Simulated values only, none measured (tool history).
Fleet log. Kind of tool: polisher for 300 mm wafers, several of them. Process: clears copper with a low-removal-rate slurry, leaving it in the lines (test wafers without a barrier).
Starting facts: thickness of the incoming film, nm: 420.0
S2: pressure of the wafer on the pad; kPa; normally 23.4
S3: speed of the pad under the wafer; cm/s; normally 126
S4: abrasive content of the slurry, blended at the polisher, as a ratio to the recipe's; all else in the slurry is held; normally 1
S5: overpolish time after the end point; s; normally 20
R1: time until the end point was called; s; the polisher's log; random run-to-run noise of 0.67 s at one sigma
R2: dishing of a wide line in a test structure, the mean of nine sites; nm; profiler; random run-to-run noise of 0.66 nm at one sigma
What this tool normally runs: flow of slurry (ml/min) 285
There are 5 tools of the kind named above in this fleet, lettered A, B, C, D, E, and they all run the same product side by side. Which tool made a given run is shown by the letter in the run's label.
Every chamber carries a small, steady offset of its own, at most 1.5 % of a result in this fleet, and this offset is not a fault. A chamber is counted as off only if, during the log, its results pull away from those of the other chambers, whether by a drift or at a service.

{"hour": 0.5, "done": "chamber D: slurry blender recalibrated"}
{"run": "1D", "hour": 5.7, "flow of slurry (ml/min)": 285, "S2": 23.4, "S3": 126, "S4": 1, "S5": 20, "R1": 80.356, "R2": 31.622}
{"run": "2C", "hour": 13.0, "flow of slurry (ml/min)": 285, "S2": 23.4, "S3": 126, "S4": 1, "S5": 20, "R1": 79.539, "R2": 31.581}
{"run": "3A", "hour": 19.0, "flow of slurry (ml/min)": 285, "S2": 23.4, "S3": 126, "S4": 1, "S5": 20, "R1": 79.938, "R2": 30.556}
{"run": "4B", "hour": 23.5, "flow of slurry (ml/min)": 285, "S2": 23.4, "S3": 126, "S4": 1, "S5": 20, "R1": 80.487, "R2": 30.619}
{"hour": 27.6, "done": "chamber B: worn pad replaced by a new one"}
{"run": "5E", "hour": 31.0, "flow of slurry (ml/min)": 285, "S2": 23.4, "S3": 126, "S4": 1, "S5": 20, "R1": 79.906, "R2": 30.585}
{"hour": 33.6, "done": "chamber D: worn pad replaced by a new one"}
{"run": "6B", "hour": 35.0, "flow of slurry (ml/min)": 285, "S2": 23.4, "S3": 126, "S4": 1, "S5": 20, "R1": 80.338, "R2": 30.037}
{"hour": 37.9, "done": "chamber C: worn pad replaced by a new one"}
{"hour": 43.9, "done": "chamber E: worn pad replaced by a new one"}
{"run": "7A", "hour": 44.0, "flow of slurry (ml/min)": 285, "S2": 23.4, "S3": 126, "S4": 1, "S5": 32, "R1": 80.572, "R2": 33.465}
{"run": "8D", "hour": 50.4, "flow of slurry (ml/min)": 285, "S2": 23.4, "S3": 126, "S4": 1, "S5": 32, "R1": 79.202, "R2": 33.116}
{"run": "9E", "hour": 56.3, "flow of slurry (ml/min)": 285, "S2": 23.4, "S3": 126, "S4": 1, "S5": 32, "R1": 78.631, "R2": 35.035}
{"run": "10C", "hour": 64.0, "flow of slurry (ml/min)": 285, "S2": 23.4, "S3": 126, "S4": 1, "S5": 32, "R1": 78.273, "R2": 34.243}
{"run": "11D", "hour": 69.1, "flow of slurry (ml/min)": 285, "S2": 23.4, "S3": 126, "S4": 1, "S5": 32, "R1": 79.975, "R2": 33.876}
{"run": "12E", "hour": 73.7, "flow of slurry (ml/min)": 285, "S2": 23.4, "S3": 126, "S4": 1, "S5": 20, "R1": 79.92, "R2": 31.551}
{"run": "13C", "hour": 78.7, "flow of slurry (ml/min)": 285, "S2": 23.4, "S3": 126, "S4": 1, "S5": 20, "R1": 79.237, "R2": 30.407}
{"hour": 85.1, "done": "chamber E: head pressure recalibrated"}
{"run": "14B", "hour": 85.7, "flow of slurry (ml/min)": 285, "S2": 23.4, "S3": 126, "S4": 1, "S5": 20, "R1": 79.707, "R2": 30.203}
{"hour": 87.3, "done": "chamber B: worn pad replaced by a new one"}
{"hour": 91.4, "done": "chamber A: slurry blender recalibrated"}
{"run": "15A", "hour": 94.3, "flow of slurry (ml/min)": 230, "S2": 23.4, "S3": 126, "S4": 1, "S5": 14, "R1": 81.584, "R2": 27.066}
{"run": "16A", "hour": 101.6, "flow of slurry (ml/min)": 230, "S2": 23.4, "S3": 126, "S4": 1, "S5": 14, "R1": 82.833, "R2": 27.268}
{"run": "17E", "hour": 106.6, "flow of slurry (ml/min)": 230, "S2": 23.4, "S3": 126, "S4": 1, "S5": 14, "R1": 74.72, "R2": 29.648}
{"hour": 109.5, "done": "chamber D: worn pad replaced by a new one"}
{"hour": 115.0, "done": "chamber E: worn pad replaced by a new one"}
{"run": "18D", "hour": 115.6, "flow of slurry (ml/min)": 230, "S2": 23.4, "S3": 126, "S4": 1, "S5": 14, "R1": 81.915, "R2": 27.744}
{"run": "19C", "hour": 123.5, "flow of slurry (ml/min)": 230, "S2": 23.4, "S3": 126, "S4": 1, "S5": 14, "R1": 82.858, "R2": 28.508}
{"hour": 124.2, "done": "chamber B: slurry blender recalibrated"}
{"hour": 124.3, "done": "chamber E: slurry blender recalibrated"}
{"hour": 126.1, "done": "chamber A: worn pad replaced by a new one"}
{"run": "20B", "hour": 130.1, "flow of slurry (ml/min)": 285, "S2": 23.4, "S3": 126, "S4": 1, "S5": 20, "R1": 80.321, "R2": 30.66}
{"hour": 133.1, "done": "chamber D: slurry nozzle cleaned"}
{"run": "21B", "hour": 136.0, "flow of slurry (ml/min)": 285, "S2": 23.4, "S3": 126, "S4": 1, "S5": 20, "R1": 80.078, "R2": 31.522}
{"hour": 142.1, "done": "chamber B: worn pad replaced by a new one"}
{"run": "22A", "hour": 142.2, "flow of slurry (ml/min)": 285, "S2": 23.4, "S3": 126, "S4": 1, "S5": 20, "R1": 79.169, "R2": 30.741}
{"hour": 143.3, "done": "chamber C: worn pad replaced by a new one"}
{"hour": 145.8, "done": "chamber A: head pressure recalibrated"}
{"run": "23D", "hour": 147.3, "flow of slurry (ml/min)": 285, "S2": 23.4, "S3": 126, "S4": 1, "S5": 20, "R1": 80.329, "R2": 30.842}
{"run": "24E", "hour": 151.6, "flow of slurry (ml/min)": 285, "S2": 23.4, "S3": 126, "S4": 1, "S5": 20, "R1": 74.674, "R2": 32.084}
{"run": "25C", "hour": 156.2, "flow of slurry (ml/min)": 285, "S2": 23.4, "S3": 126, "S4": 1, "S5": 20, "R1": 79.049, "R2": 31.262}
{"run": "26E", "hour": 164.9, "flow of slurry (ml/min)": 285, "S2": 23.4, "S3": 126, "S4": 1, "S5": 20, "R1": 73.686, "R2": 32.384}
{"run": "27C", "hour": 168.8, "flow of slurry (ml/min)": 285, "S2": 23.4, "S3": 126, "S4": 1, "S5": 20, "R1": 79.767, "R2": 31.675}
{"run": "28D", "hour": 173.1, "flow of slurry (ml/min)": 285, "S2": 23.4, "S3": 126, "S4": 1, "S5": 20, "R1": 79.956, "R2": 30.279}
{"run": "29A", "hour": 178.1, "flow of slurry (ml/min)": 285, "S2": 23.4, "S3": 126, "S4": 1, "S5": 20, "R1": 79.849, "R2": 31.145}
{"hour": 182.0, "done": "chamber E: worn pad replaced by a new one"}
{"run": "30B", "hour": 185.1, "flow of slurry (ml/min)": 285, "S2": 23.4, "S3": 126, "S4": 1, "S5": 20, "R1": 79.935, "R2": 30.015}
{"hour": 192.3, "done": "chamber D: worn pad replaced by a new one"}
{"run": "31A", "hour": 194.0, "flow of slurry (ml/min)": 285, "S2": 23.4, "S3": 126, "S4": 1, "S5": 20, "R1": 80.244, "R2": 30.943}
{"run": "32B", "hour": 199.1, "flow of slurry (ml/min)": 285, "S2": 23.4, "S3": 126, "S4": 1, "S5": 20, "R1": 80.268, "R2": 30.514}
{"hour": 199.6, "done": "chamber B: slurry nozzle cleaned"}
{"run": "33C", "hour": 205.6, "flow of slurry (ml/min)": 285, "S2": 23.4, "S3": 160, "S4": 0.75, "S5": 20, "R1": 66.763, "R2": 31.566}
{"hour": 209.1, "done": "chamber B: worn pad replaced by a new one"}
{"run": "34D", "hour": 211.4, "flow of slurry (ml/min)": 285, "S2": 23.4, "S3": 160, "S4": 0.75, "S5": 20, "R1": 67.42, "R2": 33.075}
{"hour": 218.7, "done": "chamber B: head pressure recalibrated"}
{"run": "35E", "hour": 218.8, "flow of slurry (ml/min)": 285, "S2": 23.4, "S3": 160, "S4": 0.75, "S5": 20, "R1": 61.055, "R2": 33.972}
{"hour": 224.6, "done": "chamber D: slurry blender recalibrated"}
{"run": "36C", "hour": 225.9, "flow of slurry (ml/min)": 285, "S2": 23.4, "S3": 160, "S4": 0.75, "S5": 20, "R1": 65.914, "R2": 32.005}
{"hour": 231.6, "done": "chamber A: worn pad replaced by a new one"}
{"run": "37E", "hour": 233.9, "flow of slurry (ml/min)": 285, "S2": 23.4, "S3": 160, "S4": 0.75, "S5": 20, "R1": 61.091, "R2": 32.124}
{"run": "38A", "hour": 240.4, "flow of slurry (ml/min)": 285, "S2": 23.4, "S3": 126, "S4": 1, "S5": 20, "R1": 79.351, "R2": 33.02}
{"run": "39B", "hour": 245.0, "flow of slurry (ml/min)": 285, "S2": 23.4, "S3": 126, "S4": 1, "S5": 20, "R1": 80.12, "R2": 31.303}
{"hour": 245.3, "done": "chamber E: worn pad replaced by a new one"}
{"run": "40D", "hour": 253.4, "flow of slurry (ml/min)": 285, "S2": 23.4, "S3": 126, "S4": 0.9, "S5": 20, "R1": 82.737, "R2": 31.262}
{"run": "41C", "hour": 261.5, "flow of slurry (ml/min)": 285, "S2": 23.4, "S3": 126, "S4": 0.9, "S5": 20, "R1": 81.693, "R2": 30.911}
{"run": "42E", "hour": 269.6, "flow of slurry (ml/min)": 285, "S2": 23.4, "S3": 126, "S4": 0.9, "S5": 20, "R1": 75.456, "R2": 33.045}

Decide between three cases: one chamber stands off from its peers, the gauge reading all wafers drifts, or nothing is wrong past each chamber's small offset. Where a chamber is off, say which and what most likely put it there.

After it was serviced, chamber E no longer matches the other chambers.
Cause: head's pressure above its setpoint, % = 8.06.

Chamber E could run next with any of the 4 candidate recipes listed below; each alters the usual settings, and their results appear as question marks. Which one brings its results back in line with what the other chambers deliver on the usual settings?
Maximum distance from the other chambers' mean on the usual settings for a result to count as in line: R1 2.3 s; R2 2.3 nm
{"run": "43E-1", "hour": 276.0, "flow of slurry (ml/min)": 285, "S2": 24.1, "S3": 132, "S4": 1, "S5": 21, "R1": "?", "R2": "?"}
{"run": "43E-2", "hour": 276.0, "flow of slurry (ml/min)": 285, "S2": 22.8, "S3": 120, "S4": 1, "S5": 19, "R1": "?", "R2": "?"}
{"run": "43E-3", "hour": 276.0, "flow of slurry (ml/min)": 285, "S2": 25.5, "S3": 134, "S4": 1, "S5": 22, "R1": "?", "R2": "?"}
{"run": "43E-4", "hour": 276.0, "flow of slurry (ml/min)": 285, "S2": 21.4, "S3": 118, "S4": 1, "S5": 18, "R1": "?", "R2": "?"}

The mean the other chambers reach with the usual settings: R1 80.117 s; R2 31.184 nm
run=43E-1 R1=68.063 R2=32.984
run=43E-2 R1=79.517 R2=31.266
run=43E-3 R1=63.412 R2=33.586
run=43E-4 R1=86.101 R2=30.072
43E-2 puts the chamber back in line with the other chambers.
